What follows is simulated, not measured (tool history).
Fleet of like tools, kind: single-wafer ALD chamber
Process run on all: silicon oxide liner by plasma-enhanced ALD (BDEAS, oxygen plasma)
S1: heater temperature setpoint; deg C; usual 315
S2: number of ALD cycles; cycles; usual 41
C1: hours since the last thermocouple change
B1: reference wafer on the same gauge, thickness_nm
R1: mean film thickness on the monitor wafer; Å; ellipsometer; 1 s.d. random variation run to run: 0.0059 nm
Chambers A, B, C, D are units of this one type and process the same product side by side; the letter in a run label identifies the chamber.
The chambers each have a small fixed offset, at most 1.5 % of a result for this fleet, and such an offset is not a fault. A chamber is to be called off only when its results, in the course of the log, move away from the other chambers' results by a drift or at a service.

Run 1A, day 0.433: usual settings; C1 725.9; B1 4.0515. Result: R1 37.107 Å.
Run 2D, day 0.808: usual settings; C1 234.0; B1 4.0510. Result: R1 37.608 Å.
Run 3C, day 1.058: usual settings; C1 761.0; B1 4.0506. Result: R1 37.110 Å.
Run 4B, day 1.358: usual settings; C1 45.7; B1 4.0518. Result: R1 37.826 Å.
Run 5B, day 1.633: usual settings; C1 52.3; B1 4.0522. Result: R1 37.807 Å.
Run 6C, day 2.029: usual settings; C1 784.3; B1 4.0539. Result: R1 37.152 Å.
Run 7A, day 2.388: usual settings; C1 772.8; B1 4.0542. Result: R1 37.057 Å.
Run 8D, day 2.804: usual settings but S1 328 deg C; C1 281.9; B1 4.0559. Result: R1 36.909 Å.
Run 9B, day 3.150: usual settings but S1 328 deg C; C1 88.7; B1 4.0570. Result: R1 37.239 Å.
Run 10D, day 3.492: usual settings but S1 328 deg C; C1 298.4; B1 4.0570. Result: R1 37.015 Å.
Run 11A, day 3.717: usual settings but S1 328 deg C; C1 804.7; B1 4.0575. Result: R1 36.461 Å.
Run 12C, day 3.954: usual settings; C1 830.5; B1 4.0575. Result: R1 37.195 Å.
Run 13B, day 4.254: usual settings; C1 115.2; B1 4.0572. Result: R1 37.924 Å.
Run 14A, day 4.467: usual settings; C1 822.7; B1 4.0603. Result: R1 37.070 Å.
Run 15C, day 4.771: usual settings; C1 850.1; B1 4.0578. Result: R1 37.145 Å.
Run 16D, day 5.029: usual settings; C1 335.3; B1 4.0594. Result: R1 37.749 Å.
Run 17C, day 5.329: usual settings; C1 863.5; B1 4.0616. Result: R1 37.174 Å.
Run 18A, day 5.604: usual settings; C1 850.0; B1 4.0602. Result: R1 37.160 Å.
Run 19D, day 5.821: usual settings; C1 354.3; B1 4.0613. Result: R1 37.731 Å.
Run 20B, day 6.258: usual settings; C1 163.3; B1 4.0629. Result: R1 37.862 Å.
Run 21B, day 6.471: usual settings; C1 168.4; B1 4.0627. Result: R1 37.861 Å.
Run 22C, day 6.783: usual settings; C1 898.4; B1 4.0623. Result: R1 37.209 Å.
Run 23D, day 7.158: usual settings; C1 386.4; B1 4.0632. Result: R1 37.744 Å.
Run 24A, day 7.396: usual settings; C1 893.0; B1 4.0639. Result: R1 37.162 Å.
Run 25D, day 7.779: usual settings; C1 401.3; B1 4.0655. Result: R1 37.666 Å.
Run 26A, day 7.975: usual settings; C1 906.9; B1 4.0644. Result: R1 37.135 Å.
Run 27B, day 8.375: usual settings; C1 214.1; B1 4.0672. Result: R1 38.014 Å.
Run 28C, day 8.579: usual settings; C1 941.5; B1 4.0677. Result: R1 37.365 Å.
Run 29B, day 8.938: usual settings but S1 303 deg C; C1 227.6; B1 4.0684. Result: R1 38.631 Å.
Run 30A, day 9.300: usual settings but S1 303 deg C; C1 938.7; B1 4.0664. Result: R1 37.817 Å.
Run 31D, day 9.629: usual settings but S1 303 deg C; C1 445.7; B1 4.0682. Result: R1 38.426 Å.
Run 32C, day 9.883: usual settings but S1 303 deg C; C1 972.8; B1 4.0686. Result: R1 37.821 Å.
Run 33B, day 10.079: usual settings; C1 255.0; B1 4.0695. Result: R1 38.019 Å.
Run 34D, day 10.275: usual settings; C1 461.2; B1 4.0687. Result: R1 37.761 Å.
Run 35C, day 10.600: usual settings; C1 990.0; B1 4.0686. Result: R1 37.326 Å.
Run 36A, day 10.829: usual settings; C1 975.4; B1 4.0709. Result: R1 37.243 Å.
Run 37A, day 11.250: usual settings; C1 985.5; B1 4.0721. Result: R1 37.213 Å.
Run 38D, day 11.621: usual settings; C1 493.5; B1 4.0723. Result: R1 37.754 Å.
Run 39C, day 11.925: usual settings; C1 1021.8; B1 4.0741. Result: R1 37.329 Å.
Run 40B, day 12.338: usual settings; C1 309.2; B1 4.0735. Result: R1 38.026 Å.
Run 41D, day 12.633: usual settings; C1 517.8; B1 4.0739. Result: R1 37.839 Å.
Run 42A, day 12.888: usual settings; C1 1024.8; B1 4.0751. Result: R1 37.294 Å.
Run 43C, day 13.325: usual settings; C1 1055.4; B1 4.0742. Result: R1 37.380 Å.

Is one chamber out of step, is the gauge drifting, or do the chambers differ by no more than their own small offsets? For an off chamber, give its letter and the likeliest cause.

It is the gauge, not a chamber: its drift shows up in every chamber's results at once, and no chamber is off.
Most likely cause: gauge reads high (%) = 0.646.
